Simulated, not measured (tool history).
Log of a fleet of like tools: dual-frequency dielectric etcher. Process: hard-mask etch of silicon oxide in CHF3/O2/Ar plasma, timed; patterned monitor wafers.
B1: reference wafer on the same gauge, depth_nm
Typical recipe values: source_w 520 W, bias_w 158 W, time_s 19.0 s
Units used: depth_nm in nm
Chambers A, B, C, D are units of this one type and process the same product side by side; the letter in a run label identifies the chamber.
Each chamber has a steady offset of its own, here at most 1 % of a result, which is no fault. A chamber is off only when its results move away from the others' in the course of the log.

run 1C hour=7.4 | source_w=520 bias_w=158 time_s=19.0 | B1=35.320 | depth_nm=34.004
run 2D hour=14.6 | source_w=520 bias_w=158 time_s=19.0 | B1=35.265 | depth_nm=34.107
run 3A hour=22.3 | source_w=520 bias_w=158 time_s=19.0 | B1=35.296 | depth_nm=34.094
-- hour=23.7 chamber D: wet clean of the chamber
run 4B hour=33.6 | source_w=520 bias_w=158 time_s=19.0 | B1=35.294 | depth_nm=34.222
run 5B hour=43.6 | source_w=520 bias_w=158 time_s=19.0 | B1=35.318 | depth_nm=34.080
-- hour=48.2 chamber B: wet clean of the chamber
run 6A hour=56.8 | source_w=520 bias_w=158 time_s=19.0 | B1=35.298 | depth_nm=34.086
run 7D hour=67.0 | source_w=520 bias_w=158 time_s=19.0 | B1=35.284 | depth_nm=34.070
run 8C hour=82.4 | source_w=520 bias_w=158 time_s=19.0 | B1=35.322 | depth_nm=33.852
run 9A hour=90.6 | source_w=520 bias_w=158 time_s=19.0 | B1=35.279 | depth_nm=34.040
run 10B hour=98.1 | source_w=520 bias_w=158 time_s=19.0 | B1=35.278 | depth_nm=34.173
run 11D hour=109.2 | source_w=520 bias_w=158 time_s=19.0 | B1=35.282 | depth_nm=34.114
run 12C hour=117.9 | source_w=520 bias_w=158 time_s=19.0 | B1=35.304 | depth_nm=33.968
run 13C hour=128.0 | source_w=520 bias_w=158 time_s=19.0 | B1=35.319 | depth_nm=33.692
run 14B hour=138.3 | source_w=520 bias_w=158 time_s=21.5 | B1=35.294 | depth_nm=38.455
run 15A hour=146.4 | source_w=520 bias_w=158 time_s=21.5 | B1=35.300 | depth_nm=38.701
run 16D hour=157.0 | source_w=520 bias_w=158 time_s=21.5 | B1=35.328 | depth_nm=38.782
run 17C hour=167.3 | source_w=520 bias_w=158 time_s=21.5 | B1=35.303 | depth_nm=38.344
run 18D hour=180.1 | source_w=520 bias_w=158 time_s=19.0 | B1=35.308 | depth_nm=34.116
run 19A hour=195.3 | source_w=520 bias_w=158 time_s=19.0 | B1=35.297 | depth_nm=34.007
run 20B hour=210.9 | source_w=520 bias_w=158 time_s=19.0 | B1=35.284 | depth_nm=33.989
run 21C hour=223.6 | source_w=520 bias_w=158 time_s=19.0 | B1=35.267 | depth_nm=33.704
-- hour=224.5 chamber A: wet clean of the chamber
-- hour=235.7 chamber D: bias power generator calibrated
run 22B hour=236.8 | source_w=520 bias_w=158 time_s=19.0 | B1=35.302 | depth_nm=34.054
run 23A hour=252.0 | source_w=520 bias_w=158 time_s=19.0 | B1=35.309 | depth_nm=33.172
run 24D hour=259.2 | source_w=520 bias_w=158 time_s=19.0 | B1=35.272 | depth_nm=34.182
run 25D hour=271.4 | source_w=520 bias_w=158 time_s=19.0 | B1=35.298 | depth_nm=34.103
run 26B hour=287.1 | source_w=520 bias_w=158 time_s=19.0 | B1=35.311 | depth_nm=34.203
run 27C hour=302.6 | source_w=520 bias_w=158 time_s=19.0 | B1=35.307 | depth_nm=33.791
run 28A hour=315.3 | source_w=520 bias_w=158 time_s=19.0 | B1=35.295 | depth_nm=33.081
-- hour=317.1 chamber C: bias power generator calibrated
run 29B hour=331.1 | source_w=520 bias_w=158 time_s=19.0 | B1=35.294 | depth_nm=34.137
run 30D hour=342.6 | source_w=520 bias_w=158 time_s=19.0 | B1=35.298 | depth_nm=34.031
run 31C hour=353.9 | source_w=520 bias_w=158 time_s=19.0 | B1=35.296 | depth_nm=33.858
run 32A hour=365.3 | source_w=520 bias_w=158 time_s=19.0 | B1=35.303 | depth_nm=33.035
run 33B hour=372.6 | source_w=520 bias_w=158 time_s=19.0 | B1=35.270 | depth_nm=34.108
run 34C hour=383.5 | source_w=520 bias_w=158 time_s=19.0 | B1=35.299 | depth_nm=33.631
run 35A hour=398.5 | source_w=520 bias_w=158 time_s=19.0 | B1=35.274 | depth_nm=33.265
run 36D hour=409.6 | source_w=520 bias_w=158 time_s=19.0 | B1=35.307 | depth_nm=34.034

For the next run the whole fleet of 4 chambers uses the same settings. Give each chamber's results:
run 37A hour=421.0 | source_w=520 bias_w=158 time_s=19.0 | depth_nm=?
run 37B hour=421.0 | source_w=520 bias_w=158 time_s=19.0 | depth_nm=?
run 37C hour=421.0 | source_w=520 bias_w=158 time_s=19.0 | depth_nm=?
run 37D hour=421.0 | source_w=520 bias_w=158 time_s=19.0 | depth_nm=?

run=37A depth_nm=33.098
run=37B depth_nm=33.921
run=37C depth_nm=33.907
run=37D depth_nm=34.290

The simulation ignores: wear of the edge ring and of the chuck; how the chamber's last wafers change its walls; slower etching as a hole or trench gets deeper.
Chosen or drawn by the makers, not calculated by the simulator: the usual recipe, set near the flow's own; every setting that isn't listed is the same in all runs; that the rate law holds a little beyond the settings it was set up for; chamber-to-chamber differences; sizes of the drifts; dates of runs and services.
